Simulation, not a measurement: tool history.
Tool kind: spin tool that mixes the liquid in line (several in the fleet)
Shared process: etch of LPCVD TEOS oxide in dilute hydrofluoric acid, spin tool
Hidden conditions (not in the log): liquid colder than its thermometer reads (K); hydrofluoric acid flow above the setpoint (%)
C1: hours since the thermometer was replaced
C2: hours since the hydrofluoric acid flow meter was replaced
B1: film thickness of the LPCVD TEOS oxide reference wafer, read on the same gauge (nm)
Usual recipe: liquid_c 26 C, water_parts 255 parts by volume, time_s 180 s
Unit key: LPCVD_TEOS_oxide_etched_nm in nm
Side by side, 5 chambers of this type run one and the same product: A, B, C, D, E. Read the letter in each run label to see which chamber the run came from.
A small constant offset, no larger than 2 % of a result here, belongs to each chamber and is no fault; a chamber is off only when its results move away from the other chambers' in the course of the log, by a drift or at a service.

run 1B hour=9.2 | liquid_c=26 water_parts=255 time_s=180 | C1=831.8 C2=463.2 | B1=130.01 | LPCVD_TEOS_oxide_etched_nm=10.66
run 2A hour=15.3 | liquid_c=26 water_parts=255 time_s=180 | C1=558.7 C2=133.8 | B1=130.02 | LPCVD_TEOS_oxide_etched_nm=10.705
run 3C hour=20.7 | liquid_c=26 water_parts=255 time_s=180 | C1=516.5 C2=861.2 | B1=130.01 | LPCVD_TEOS_oxide_etched_nm=10.793
-- hour=27.8 chamber A: thermometer replaced
run 4D hour=28 | liquid_c=26 water_parts=255 time_s=180 | C1=2570.4 C2=634.6 | B1=129.99 | LPCVD_TEOS_oxide_etched_nm=10.724
run 5E hour=36.5 | liquid_c=26 water_parts=255 time_s=180 | C1=254.6 C2=858.6 | B1=130.01 | LPCVD_TEOS_oxide_etched_nm=10.664
run 6E hour=44.9 | liquid_c=26 water_parts=255 time_s=180 | C1=263 C2=867 | B1=129.99 | LPCVD_TEOS_oxide_etched_nm=10.846
-- hour=52.6 chamber D: thermometer replaced
run 7B hour=54.2 | liquid_c=26 water_parts=255 time_s=180 | C1=876.8 C2=508.2 | B1=130.01 | LPCVD_TEOS_oxide_etched_nm=10.622
run 8A hour=60.8 | liquid_c=26 water_parts=255 time_s=180 | C1=33.1 C2=179.3 | B1=130.01 | LPCVD_TEOS_oxide_etched_nm=10.673
run 9C hour=68.1 | liquid_c=26 water_parts=255 time_s=180 | C1=563.9 C2=908.6 | B1=129.98 | LPCVD_TEOS_oxide_etched_nm=10.938
run 10D hour=76.8 | liquid_c=26 water_parts=255 time_s=180 | C1=24.2 C2=683.4 | B1=130.01 | LPCVD_TEOS_oxide_etched_nm=10.887
run 11D hour=82.3 | liquid_c=26 water_parts=255 time_s=180 | C1=29.7 C2=688.9 | B1=130.03 | LPCVD_TEOS_oxide_etched_nm=10.808
-- hour=82.8 chamber B: hydrofluoric acid flow meter replaced
run 12C hour=86.7 | liquid_c=26 water_parts=255 time_s=180 | C1=582.5 C2=927.2 | B1=129.99 | LPCVD_TEOS_oxide_etched_nm=10.854
run 13B hour=92.1 | liquid_c=26 water_parts=255 time_s=180 | C1=914.7 C2=9.4 | B1=129.96 | LPCVD_TEOS_oxide_etched_nm=10.484
run 14E hour=98.8 | liquid_c=26 water_parts=255 time_s=180 | C1=316.9 C2=920.9 | B1=130.04 | LPCVD_TEOS_oxide_etched_nm=10.734
run 15A hour=104.3 | liquid_c=26 water_parts=255 time_s=180 | C1=76.6 C2=222.8 | B1=130.02 | LPCVD_TEOS_oxide_etched_nm=10.809
run 16C hour=108.7 | liquid_c=26 water_parts=255 time_s=180 | C1=604.5 C2=949.2 | B1=130 | LPCVD_TEOS_oxide_etched_nm=10.771
run 17E hour=114.1 | liquid_c=26 water_parts=255 time_s=180 | C1=332.2 C2=936.2 | B1=129.99 | LPCVD_TEOS_oxide_etched_nm=10.805
run 18B hour=118.7 | liquid_c=26 water_parts=130 time_s=130 | C1=941.3 C2=36 | B1=130 | LPCVD_TEOS_oxide_etched_nm=17.152
run 19A hour=124.8 | liquid_c=26 water_parts=130 time_s=130 | C1=97.1 C2=243.3 | B1=130 | LPCVD_TEOS_oxide_etched_nm=17.7
run 20D hour=130.3 | liquid_c=26 water_parts=130 time_s=130 | C1=77.7 C2=736.9 | B1=130.01 | LPCVD_TEOS_oxide_etched_nm=17.337
run 21C hour=134.7 | liquid_c=26 water_parts=130 time_s=130 | C1=630.5 C2=975.2 | B1=130 | LPCVD_TEOS_oxide_etched_nm=17.76
run 22D hour=141.6 | liquid_c=26 water_parts=130 time_s=130 | C1=89 C2=748.2 | B1=130.02 | LPCVD_TEOS_oxide_etched_nm=17.225
-- hour=147.3 chamber B: thermometer replaced
run 23B hour=147.5 | liquid_c=26 water_parts=255 time_s=180 | C1=0.2 C2=64.8 | B1=130.02 | LPCVD_TEOS_oxide_etched_nm=10.591
run 24A hour=154.9 | liquid_c=26 water_parts=255 time_s=180 | C1=127.2 C2=273.4 | B1=130.02 | LPCVD_TEOS_oxide_etched_nm=10.924
run 25E hour=162.9 | liquid_c=26 water_parts=255 time_s=180 | C1=381 C2=985 | B1=129.97 | LPCVD_TEOS_oxide_etched_nm=10.828
run 26B hour=168.1 | liquid_c=26 water_parts=255 time_s=180 | C1=20.8 C2=85.4 | B1=130.03 | LPCVD_TEOS_oxide_etched_nm=10.577
run 27C hour=172.6 | liquid_c=26 water_parts=255 time_s=180 | C1=668.4 C2=1013.1 | B1=130.01 | LPCVD_TEOS_oxide_etched_nm=10.876
run 28A hour=177 | liquid_c=26 water_parts=255 time_s=180 | C1=149.3 C2=295.5 | B1=130.01 | LPCVD_TEOS_oxide_etched_nm=10.815
run 29D hour=185.1 | liquid_c=26 water_parts=255 time_s=180 | C1=132.5 C2=791.7 | B1=130.02 | LPCVD_TEOS_oxide_etched_nm=10.581
run 30E hour=193.9 | liquid_c=26 water_parts=255 time_s=180 | C1=412 C2=1016 | B1=130 | LPCVD_TEOS_oxide_etched_nm=10.679
run 31E hour=200.8 | liquid_c=26 water_parts=255 time_s=180 | C1=418.9 C2=1022.9 | B1=130.01 | LPCVD_TEOS_oxide_etched_nm=10.803
run 32A hour=209.3 | liquid_c=26 water_parts=255 time_s=180 | C1=181.6 C2=327.8 | B1=130.04 | LPCVD_TEOS_oxide_etched_nm=10.825
run 33D hour=215.1 | liquid_c=26 water_parts=255 time_s=180 | C1=162.5 C2=821.7 | B1=130.02 | LPCVD_TEOS_oxide_etched_nm=10.762
run 34B hour=221.7 | liquid_c=26 water_parts=255 time_s=180 | C1=74.4 C2=139 | B1=129.99 | LPCVD_TEOS_oxide_etched_nm=10.533
run 35C hour=227.5 | liquid_c=26 water_parts=255 time_s=180 | C1=723.3 C2=1068 | B1=129.98 | LPCVD_TEOS_oxide_etched_nm=10.88
-- hour=233.5 chamber A: hydrofluoric acid flow meter replaced
run 36D hour=235.5 | liquid_c=26 water_parts=255 time_s=180 | C1=182.9 C2=842.1 | B1=129.99 | LPCVD_TEOS_oxide_etched_nm=10.72
run 37C hour=242.4 | liquid_c=26 water_parts=255 time_s=180 | C1=738.2 C2=1082.9 | B1=129.98 | LPCVD_TEOS_oxide_etched_nm=10.912
run 38B hour=249 | liquid_c=26 water_parts=255 time_s=180 | C1=101.7 C2=166.3 | B1=130.04 | LPCVD_TEOS_oxide_etched_nm=10.596
run 39A hour=254.3 | liquid_c=26 water_parts=255 time_s=180 | C1=226.6 C2=20.9 | B1=130.01 | LPCVD_TEOS_oxide_etched_nm=10.831
run 40E hour=259.1 | liquid_c=26 water_parts=255 time_s=180 | C1=477.2 C2=1081.2 | B1=130 | LPCVD_TEOS_oxide_etched_nm=10.76
run 41C hour=265.5 | liquid_c=26 water_parts=255 time_s=180 | C1=761.3 C2=1106 | B1=130 | LPCVD_TEOS_oxide_etched_nm=10.903
run 42A hour=271 | liquid_c=26 water_parts=255 time_s=180 | C1=243.3 C2=37.6 | B1=130.01 | LPCVD_TEOS_oxide_etched_nm=10.929

One chamber off, gauge drift, or nothing amiss beyond the chambers' own small offsets? If it is a chamber, which one, and what is the likeliest cause?

Neither any chamber nor the gauge drifts; the chambers differ only by their own small, steady offsets.

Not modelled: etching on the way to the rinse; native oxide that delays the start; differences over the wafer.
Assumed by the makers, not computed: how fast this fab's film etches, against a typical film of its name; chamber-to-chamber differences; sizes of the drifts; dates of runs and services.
